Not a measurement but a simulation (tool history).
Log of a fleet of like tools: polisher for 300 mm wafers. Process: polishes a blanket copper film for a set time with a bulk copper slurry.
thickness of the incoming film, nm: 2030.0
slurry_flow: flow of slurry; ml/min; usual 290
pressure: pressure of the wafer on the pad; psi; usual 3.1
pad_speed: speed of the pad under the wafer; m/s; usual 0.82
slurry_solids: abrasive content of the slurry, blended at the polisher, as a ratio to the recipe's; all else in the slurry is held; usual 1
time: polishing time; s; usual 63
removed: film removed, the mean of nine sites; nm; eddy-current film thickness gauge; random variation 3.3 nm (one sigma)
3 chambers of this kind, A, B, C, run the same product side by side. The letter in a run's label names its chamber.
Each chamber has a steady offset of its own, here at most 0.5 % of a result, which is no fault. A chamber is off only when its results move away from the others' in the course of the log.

run,hour,slurry_flow,pressure,pad_speed,slurry_solids,time,removed
1A,4.1,290,3.1,0.82,1,63,464.67
2B,8.2,290,3.1,0.82,1,63,457.23
3C,12,290,3.1,0.82,1,63,460.85
4A,15.2,290,3.1,0.82,1,63,463.37
5B,20.2,290,3.1,0.82,1,63,458.71
6C,25.4,290,3.1,0.82,0.85,56,390.48
# hour 27: chamber A: slurry blender recalibrated
7A,27.8,290,3.1,0.82,0.85,56,393.28
# hour 29: chamber A: worn pad replaced by a new one
8B,32.7,290,3.1,0.82,0.85,56,396.43
9C,35.7,290,3.1,0.82,1,63,447.3
10A,38.1,290,3.1,0.82,1,63,464.88
11C,41.9,290,3.1,0.82,1,63,452.39
12B,44.8,290,3.1,0.82,1,63,463.11
13A,48.6,290,3.1,0.82,1,63,468.96
14C,53.2,290,3.1,0.82,1,63,448.54
15B,58.2,290,3.1,0.82,1,63,458.51
16A,61,290,3.1,0.82,1,63,456.05
# hour 62.1: chamber C: worn pad replaced by a new one
17C,65.3,290,3.1,0.82,1,63,442.07
18B,70.3,290,3.1,0.98,0.7,63,515.27
19A,73.8,290,3.1,0.98,0.7,63,519.93
20C,77.4,290,3.1,0.98,0.7,63,489.56
21B,81.9,290,3.1,0.82,1,63,459.84
22C,86,290,3.1,0.82,1,73,514.52
# hour 89.3: chamber B: slurry blender recalibrated
# hour 89.4: chamber B: slurry nozzle cleaned
23B,89.9,290,3.1,0.82,1,73,544.86
24A,94.7,290,3.1,0.82,1,73,530.04
25A,98.1,290,3.1,0.82,1,63,464.98
26B,103.2,290,3.1,0.82,1,63,460.46
27C,105.5,290,3.1,0.82,1,63,427
28A,108.8,290,3.1,0.82,1,63,462.92
29B,112.4,290,3.1,0.82,1,63,459.35
30C,117.3,290,3.1,0.82,1,63,428.47
31C,120.9,290,3.1,0.82,1,63,424.95
32B,123.6,290,3.1,0.82,1,63,463.93
33A,126.9,290,3.1,0.82,1,63,463.67
# hour 132.2: chamber B: worn pad replaced by a new one
34A,132.3,210,3.1,0.6,1,63,326.43
35C,134.9,210,3.1,0.6,1,63,298.03
36B,138.1,210,3.1,0.6,1,63,326.6
37B,140.6,290,3.1,0.82,1,63,461.36

All 3 chambers run these settings next. Forecast each chamber's results:
38A,144.4,290,3.1,0.82,1,63,?
38B,144.4,290,3.1,0.82,1,63,?
38C,144.4,290,3.1,0.82,1,63,?

run,removed
38A,461.12
38B,460.93
38C,414.55
